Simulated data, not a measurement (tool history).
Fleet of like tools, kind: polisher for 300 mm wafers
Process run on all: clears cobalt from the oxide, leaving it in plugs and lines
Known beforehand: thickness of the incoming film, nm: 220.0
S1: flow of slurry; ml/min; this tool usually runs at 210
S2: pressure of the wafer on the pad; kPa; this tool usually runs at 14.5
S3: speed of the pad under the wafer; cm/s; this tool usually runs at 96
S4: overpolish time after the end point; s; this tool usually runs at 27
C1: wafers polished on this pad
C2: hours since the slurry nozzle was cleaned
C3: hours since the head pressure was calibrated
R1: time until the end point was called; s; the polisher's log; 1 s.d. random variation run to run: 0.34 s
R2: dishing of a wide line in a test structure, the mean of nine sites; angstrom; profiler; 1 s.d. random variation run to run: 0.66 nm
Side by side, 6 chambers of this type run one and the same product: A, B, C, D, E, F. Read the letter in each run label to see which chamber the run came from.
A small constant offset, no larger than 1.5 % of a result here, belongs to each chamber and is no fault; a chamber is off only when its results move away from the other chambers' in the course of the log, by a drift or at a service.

| run | hour | S1 | S2 | S3 | S4 | C1 | C2 | C3 | R1 | R2 |
|---|---|---|---|---|---|---|---|---|---|---|
|  | 0.4 | chamber C: worn pad replaced by a new one |
| 1D | 9.7 | 210 | 14.5 | 96 | 27 | 660 | 444.4 | 299.5 | 36.092 | 415.96 |
| 2A | 16.4 | 210 | 14.5 | 96 | 27 | 1092 | 54.9 | 19.8 | 36.474 | 412.88 |
| 3B | 29.9 | 210 | 14.5 | 96 | 27 | 476 | 840.4 | 215.3 | 36.419 | 420.62 |
| 4C | 40.9 | 210 | 14.5 | 96 | 27 | 346 | 146.9 | 154.6 | 36.439 | 413.29 |
|  | 43.6 | chamber F: worn pad replaced by a new one |
|  | 46.3 | chamber A: worn pad replaced by a new one |
| 5F | 48.3 | 210 | 14.5 | 96 | 27 | 40 | 207.1 | 1006.9 | 36.887 | 414.67 |
|  | 48.8 | chamber E: worn pad replaced by a new one |
| 6E | 55.4 | 210 | 14.5 | 96 | 27 | 57 | 272.5 | 254.6 | 36.776 | 413.49 |
|  | 62.9 | chamber F: slurry nozzle cleaned |
|  | 66.8 | chamber B: slurry nozzle cleaned |
| 7B | 68.3 | 210 | 14.5 | 96 | 27 | 805 | 1.5 | 253.7 | 36.341 | 411.64 |
|  | 68.8 | chamber B: worn pad replaced by a new one |
| 8A | 80.4 | 265 | 14.5 | 112 | 27 | 291 | 118.9 | 83.8 | 30.835 | 410.26 |
| 9C | 88.4 | 265 | 14.5 | 112 | 27 | 752 | 194.4 | 202.1 | 30.891 | 411.69 |
| 10E | 98.8 | 265 | 14.5 | 112 | 27 | 428 | 315.9 | 298.0 | 30.673 | 414.27 |
|  | 102.1 | chamber F: head pressure recalibrated |
|  | 106.0 | chamber C: worn pad replaced by a new one |
| 11F | 106.9 | 265 | 14.5 | 112 | 27 | 541 | 44.1 | 4.9 | 31.057 | 411.33 |
| 12D | 114.4 | 265 | 14.5 | 112 | 27 | 1555 | 549.1 | 404.2 | 30.819 | 426.39 |
|  | 117.0 | chamber F: worn pad replaced by a new one |
| 13E | 124.2 | 265 | 14.5 | 112 | 27 | 645 | 341.3 | 323.4 | 31.217 | 421.19 |
| 14B | 133.6 | 210 | 14.5 | 96 | 27 | 554 | 66.8 | 319.0 | 36.592 | 411.52 |
|  | 137.9 | chamber D: slurry nozzle cleaned |
| 15A | 141.4 | 210 | 14.5 | 96 | 27 | 813 | 179.9 | 144.8 | 36.214 | 418.16 |
|  | 144.0 | chamber B: worn pad replaced by a new one |
| 16C | 154.5 | 210 | 14.5 | 96 | 27 | 414 | 260.5 | 268.2 | 35.599 | 411.86 |
| 17F | 167.5 | 210 | 14.5 | 96 | 27 | 432 | 104.7 | 65.5 | 36.588 | 419.05 |
| 18D | 177.5 | 210 | 14.5 | 96 | 27 | 2094 | 39.7 | 467.3 | 37.312 | 406.80 |
|  | 181.5 | chamber E: worn pad replaced by a new one |
| 19E | 186.5 | 210 | 14.5 | 96 | 27 | 43 | 403.6 | 385.7 | 36.509 | 411.95 |
|  | 192.0 | chamber F: worn pad replaced by a new one |
|  | 196.1 | chamber C: worn pad replaced by a new one |
| 20F | 197.7 | 210 | 14.5 | 96 | 27 | 49 | 134.9 | 95.7 | 36.697 | 415.26 |
| 21D | 208.8 | 210 | 14.5 | 96 | 27 | 2362 | 71.0 | 498.6 | 37.337 | 417.82 |
| 22C | 216.4 | 210 | 14.5 | 96 | 27 | 174 | 322.4 | 330.1 | 36.541 | 409.29 |
|  | 227.1 | chamber B: worn pad replaced by a new one |
| 23B | 227.3 | 210 | 18.6 | 74 | 27 | 2 | 160.5 | 412.7 | 36.140 | 420.33 |
|  | 227.5 | chamber A: worn pad replaced by a new one |
| 24A | 236.0 | 210 | 18.6 | 74 | 27 | 72 | 274.5 | 239.4 | 37.241 | 428.27 |
| 25B | 248.7 | 210 | 18.6 | 74 | 27 | 185 | 181.9 | 434.1 | 36.257 | 416.95 |
| 26D | 258.5 | 210 | 18.6 | 74 | 27 | 2787 | 120.7 | 548.3 | 38.297 | 401.73 |
| 27A | 270.9 | 210 | 18.6 | 74 | 27 | 371 | 309.4 | 274.3 | 37.717 | 412.70 |
|  | 276.3 | chamber F: worn pad replaced by a new one |
| 28C | 277.9 | 210 | 18.6 | 74 | 27 | 700 | 383.9 | 391.6 | 37.050 | 410.57 |
| 29F | 287.5 | 210 | 14.5 | 96 | 27 | 96 | 224.7 | 185.5 | 36.902 | 417.75 |
|  | 288.8 | chamber F: slurry nozzle cleaned |
|  | 294.1 | chamber C: worn pad replaced by a new one |
| 30E | 299.2 | 210 | 14.5 | 96 | 27 | 1006 | 516.3 | 498.4 | 36.787 | 411.04 |
|  | 303.5 | chamber B: worn pad replaced by a new one |
|  | 306.8 | chamber E: slurry nozzle cleaned |
|  | 307.2 | chamber E: worn pad replaced by a new one |
| 31C | 307.6 | 210 | 14.5 | 96 | 27 | 115 | 413.6 | 421.3 | 36.971 | 399.03 |
|  | 311.3 | chamber B: head pressure recalibrated |
| 32B | 313.8 | 210 | 14.5 | 96 | 27 | 88 | 247.0 | 2.5 | 35.669 | 409.75 |
| 33F | 320.7 | 210 | 14.5 | 96 | 27 | 380 | 32.0 | 218.7 | 37.446 | 414.67 |
| 34D | 332.9 | 210 | 14.5 | 96 | 27 | 3423 | 195.1 | 622.7 | 38.328 | 412.06 |
| 35A | 343.4 | 210 | 14.5 | 96 | 27 | 991 | 381.9 | 346.8 | 36.978 | 421.38 |
| 36E | 354.5 | 210 | 14.5 | 96 | 27 | 404 | 47.7 | 553.7 | 36.272 | 406.34 |
| 37A | 362.3 | 210 | 14.5 | 96 | 27 | 1152 | 400.8 | 365.7 | 36.376 | 414.78 |
|  | 366.3 | chamber F: worn pad replaced by a new one |
| 38F | 370.5 | 210 | 14.5 | 96 | 27 | 36 | 81.8 | 268.5 | 36.738 | 424.15 |
| 39E | 383.6 | 210 | 14.5 | 96 | 12 | 653 | 76.8 | 582.8 | 36.018 | 350.21 |
|  | 394.1 | chamber C: worn pad replaced by a new one |
| 40B | 395.2 | 210 | 14.5 | 96 | 12 | 784 | 328.4 | 83.9 | 36.241 | 338.09 |
| 41D | 401.5 | 210 | 14.5 | 96 | 12 | 4009 | 263.7 | 691.3 | 38.946 | 340.81 |
| 42C | 412.7 | 210 | 14.5 | 96 | 12 | 159 | 518.7 | 526.4 | 36.603 | 331.02 |
| 43C | 425.2 | 210 | 14.5 | 96 | 12 | 266 | 531.2 | 538.9 | 36.666 | 335.16 |

Decide between three cases: one chamber stands off from its peers, the gauge reading all wafers drifts, or nothing is wrong past each chamber's small offset. Where a chamber is off, say which and what most likely put it there.

Little by little, chamber D moves away from the other chambers.
Likeliest cause: removal rate lost through wear of the pad, % = 8.
From this log alone, it may not be told apart from: head's pressure below its setpoint, %.

Which of the 4 candidates below, each the usual settings with something changed and its results left as question marks, puts chamber D back in line with what the other chambers give on the usual settings?
In-line tolerance around the mean of the other chambers on the usual settings: R1 1.200 s; R2 23.00 angstrom
| 44D-1 | 434.7 | 210 | 13.8 | 92 | 27 |  |  |  | ? | ? |
| 44D-2 | 434.7 | 210 | 14.5 | 98 | 27 |  |  |  | ? | ? |
| 44D-3 | 434.7 | 210 | 14.5 | 94 | 27 |  |  |  | ? | ? |
| 44D-4 | 434.7 | 210 | 15.2 | 100 | 27 |  |  |  | ? | ? |

Other chambers, usual settings, mean: R1 36.625 s; R2 414.27 angstrom
| run | R1 | R2 |
|---|---|---|
| 44D-1 | 43.456 | 404.38 |
| 44D-2 | 38.890 | 409.12 |
| 44D-3 | 40.522 | 407.52 |
| 44D-4 | 36.393 | 411.31 |
It is 44D-4 that realigns the chamber with its peers.

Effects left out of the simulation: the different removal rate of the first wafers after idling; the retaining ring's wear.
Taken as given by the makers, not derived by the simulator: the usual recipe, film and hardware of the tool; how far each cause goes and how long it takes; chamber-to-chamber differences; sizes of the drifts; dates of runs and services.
